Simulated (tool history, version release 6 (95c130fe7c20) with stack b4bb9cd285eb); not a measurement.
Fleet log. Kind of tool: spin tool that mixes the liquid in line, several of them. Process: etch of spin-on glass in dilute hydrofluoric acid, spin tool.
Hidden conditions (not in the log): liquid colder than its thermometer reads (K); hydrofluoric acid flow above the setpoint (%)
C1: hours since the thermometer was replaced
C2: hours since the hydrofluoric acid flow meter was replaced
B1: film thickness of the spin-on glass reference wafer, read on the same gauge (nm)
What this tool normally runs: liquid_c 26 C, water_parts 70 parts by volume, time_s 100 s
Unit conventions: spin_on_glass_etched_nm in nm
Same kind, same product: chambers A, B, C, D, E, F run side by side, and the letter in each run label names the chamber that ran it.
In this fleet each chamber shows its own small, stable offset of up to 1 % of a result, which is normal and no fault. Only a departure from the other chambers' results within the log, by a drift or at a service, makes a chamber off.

{"run": "1A", "hour": 3.9, "liquid_c": 26, "water_parts": 70, "time_s": 100, "C1": 1596.7, "C2": 997.9, "B1": 40.001, "spin_on_glass_etched_nm": 47.804}
{"run": "2C", "hour": 7.0, "liquid_c": 26, "water_parts": 70, "time_s": 100, "C1": 1470.4, "C2": 84.2, "B1": 40.02, "spin_on_glass_etched_nm": 47.137}
{"run": "3E", "hour": 10.1, "liquid_c": 26, "water_parts": 70, "time_s": 100, "C1": 1482.5, "C2": 692.3, "B1": 39.962, "spin_on_glass_etched_nm": 46.75}
{"run": "4F", "hour": 15.0, "liquid_c": 26, "water_parts": 70, "time_s": 100, "C1": 510.4, "C2": 596.6, "B1": 39.992, "spin_on_glass_etched_nm": 46.717}
{"run": "5B", "hour": 20.0, "liquid_c": 26, "water_parts": 70, "time_s": 100, "C1": 630.2, "C2": 276.3, "B1": 40.003, "spin_on_glass_etched_nm": 47.154}
{"run": "6D", "hour": 23.3, "liquid_c": 26, "water_parts": 70, "time_s": 100, "C1": 848.7, "C2": 175.3, "B1": 40.004, "spin_on_glass_etched_nm": 47.169}
{"run": "7A", "hour": 26.5, "liquid_c": 26, "water_parts": 85, "time_s": 65, "C1": 1619.3, "C2": 1020.5, "B1": 39.993, "spin_on_glass_etched_nm": 25.113}
{"run": "8C", "hour": 31.7, "liquid_c": 26, "water_parts": 85, "time_s": 65, "C1": 1495.1, "C2": 108.9, "B1": 39.998, "spin_on_glass_etched_nm": 25.016}
{"run": "9F", "hour": 35.8, "liquid_c": 26, "water_parts": 85, "time_s": 65, "C1": 531.2, "C2": 617.4, "B1": 40.001, "spin_on_glass_etched_nm": 24.939}
{"run": "10E", "hour": 40.1, "liquid_c": 26, "water_parts": 85, "time_s": 65, "C1": 1512.5, "C2": 722.3, "B1": 39.984, "spin_on_glass_etched_nm": 24.38}
{"run": "11B", "hour": 43.1, "liquid_c": 26, "water_parts": 85, "time_s": 65, "C1": 653.3, "C2": 299.4, "B1": 40.004, "spin_on_glass_etched_nm": 24.57}
{"run": "12D", "hour": 46.3, "liquid_c": 26, "water_parts": 85, "time_s": 65, "C1": 871.7, "C2": 198.3, "B1": 40.009, "spin_on_glass_etched_nm": 25.007}
{"run": "13C", "hour": 49.2, "liquid_c": 26, "water_parts": 70, "time_s": 100, "C1": 1512.6, "C2": 126.4, "B1": 40.013, "spin_on_glass_etched_nm": 47.299}
{"run": "14B", "hour": 51.6, "liquid_c": 26, "water_parts": 70, "time_s": 100, "C1": 661.8, "C2": 307.9, "B1": 40.001, "spin_on_glass_etched_nm": 47.135}
{"run": "15F", "hour": 56.2, "liquid_c": 22, "water_parts": 70, "time_s": 80, "C1": 551.6, "C2": 637.8, "B1": 40.014, "spin_on_glass_etched_nm": 32.041}
{"run": "16A", "hour": 60.7, "liquid_c": 22, "water_parts": 70, "time_s": 80, "C1": 1653.5, "C2": 1054.7, "B1": 39.993, "spin_on_glass_etched_nm": 32.462}
{"run": "17D", "hour": 63.9, "liquid_c": 22, "water_parts": 70, "time_s": 80, "C1": 889.3, "C2": 215.9, "B1": 39.975, "spin_on_glass_etched_nm": 32.479}
{"run": "18E", "hour": 68.8, "liquid_c": 22, "water_parts": 70, "time_s": 80, "C1": 1541.2, "C2": 751, "B1": 40.006, "spin_on_glass_etched_nm": 31.606}
{"run": "19D", "hour": 71.2, "liquid_c": 22, "water_parts": 70, "time_s": 80, "C1": 896.6, "C2": 223.2, "B1": 40.018, "spin_on_glass_etched_nm": 32.733}
{"run": "20F", "hour": 74.7, "liquid_c": 22, "water_parts": 70, "time_s": 80, "C1": 570.1, "C2": 656.3, "B1": 40.041, "spin_on_glass_etched_nm": 32.083}
{"hour": 74.9, "done": "chamber E: hydrofluoric acid flow meter replaced"}
{"run": "21E", "hour": 78.4, "liquid_c": 26, "water_parts": 70, "time_s": 100, "C1": 1550.8, "C2": 3.6, "B1": 39.985, "spin_on_glass_etched_nm": 46.377}
{"run": "22C", "hour": 83.6, "liquid_c": 26, "water_parts": 70, "time_s": 100, "C1": 1547, "C2": 160.8, "B1": 39.993, "spin_on_glass_etched_nm": 47.425}
{"run": "23B", "hour": 87.0, "liquid_c": 26, "water_parts": 70, "time_s": 100, "C1": 697.2, "C2": 343.3, "B1": 39.963, "spin_on_glass_etched_nm": 46.791}
{"run": "24A", "hour": 89.4, "liquid_c": 26, "water_parts": 70, "time_s": 45, "C1": 1682.2, "C2": 1083.4, "B1": 39.99, "spin_on_glass_etched_nm": 21.471}
{"run": "25B", "hour": 93.2, "liquid_c": 26, "water_parts": 70, "time_s": 45, "C1": 703.4, "C2": 349.5, "B1": 39.98, "spin_on_glass_etched_nm": 21.12}
{"run": "26F", "hour": 96.7, "liquid_c": 26, "water_parts": 70, "time_s": 45, "C1": 592.1, "C2": 678.3, "B1": 40.019, "spin_on_glass_etched_nm": 21.04}
{"run": "27C", "hour": 101.6, "liquid_c": 26, "water_parts": 70, "time_s": 45, "C1": 1565, "C2": 178.8, "B1": 40.021, "spin_on_glass_etched_nm": 21.242}
{"run": "28E", "hour": 106.4, "liquid_c": 26, "water_parts": 70, "time_s": 45, "C1": 1578.8, "C2": 31.6, "B1": 40.022, "spin_on_glass_etched_nm": 20.894}
{"run": "29D", "hour": 110.6, "liquid_c": 26, "water_parts": 70, "time_s": 45, "C1": 936, "C2": 262.6, "B1": 40.003, "spin_on_glass_etched_nm": 21.953}
{"run": "30A", "hour": 115.7, "liquid_c": 26, "water_parts": 70, "time_s": 100, "C1": 1708.5, "C2": 1109.7, "B1": 40.021, "spin_on_glass_etched_nm": 47.409}
{"run": "31C", "hour": 120.4, "liquid_c": 26, "water_parts": 70, "time_s": 100, "C1": 1583.8, "C2": 197.6, "B1": 40.01, "spin_on_glass_etched_nm": 47.434}
{"run": "32F", "hour": 124.4, "liquid_c": 26, "water_parts": 70, "time_s": 100, "C1": 619.8, "C2": 706, "B1": 39.974, "spin_on_glass_etched_nm": 46.747}
{"run": "33A", "hour": 128.1, "liquid_c": 26, "water_parts": 70, "time_s": 100, "C1": 1720.9, "C2": 1122.1, "B1": 39.987, "spin_on_glass_etched_nm": 47.448}
{"run": "34E", "hour": 131.8, "liquid_c": 28, "water_parts": 70, "time_s": 100, "C1": 1604.2, "C2": 57, "B1": 40.01, "spin_on_glass_etched_nm": 50.405}
{"run": "35D", "hour": 135.2, "liquid_c": 28, "water_parts": 70, "time_s": 100, "C1": 960.6, "C2": 287.2, "B1": 40.032, "spin_on_glass_etched_nm": 53.402}
{"run": "36B", "hour": 138.6, "liquid_c": 28, "water_parts": 70, "time_s": 100, "C1": 748.8, "C2": 394.9, "B1": 39.99, "spin_on_glass_etched_nm": 50.888}

One chamber off, gauge drift, or nothing amiss beyond the chambers' own small offsets? If it is a chamber, which one, and what is the likeliest cause?

One chamber, D, drifts off from the rest bit by bit.
What lies behind it: hydrofluoric acid flow above the setpoint (%) = 5.05.
The log might look much the same if the cause were instead: liquid hotter than its thermometer reads (K).

Chamber D could run next with any of the 4 candidate recipes listed below; each alters the usual settings, and their results appear as question marks. Which one brings its results back in line with what the other chambers deliver on the usual settings?
In line means no further than this from the other chambers' mean on the usual settings: spin_on_glass_etched_nm 0.79 nm
{"run": "37D-1", "hour": 142.4, "liquid_c": 26, "water_parts": 70, "time_s": 105, "spin_on_glass_etched_nm": "?"}
{"run": "37D-2", "hour": 142.4, "liquid_c": 26, "water_parts": 70, "time_s": 95, "spin_on_glass_etched_nm": "?"}
{"run": "37D-3", "hour": 142.4, "liquid_c": 26, "water_parts": 70, "time_s": 90, "spin_on_glass_etched_nm": "?"}
{"run": "37D-4", "hour": 142.4, "liquid_c": 29, "water_parts": 70, "time_s": 100, "spin_on_glass_etched_nm": "?"}

Other chambers, usual settings, mean: spin_on_glass_etched_nm 47.121 nm
run=37D-1 spin_on_glass_etched_nm=52.061
run=37D-2 spin_on_glass_etched_nm=47.102
run=37D-3 spin_on_glass_etched_nm=44.623
run=37D-4 spin_on_glass_etched_nm=55.703
37D-2 puts the chamber back in line with the other chambers.
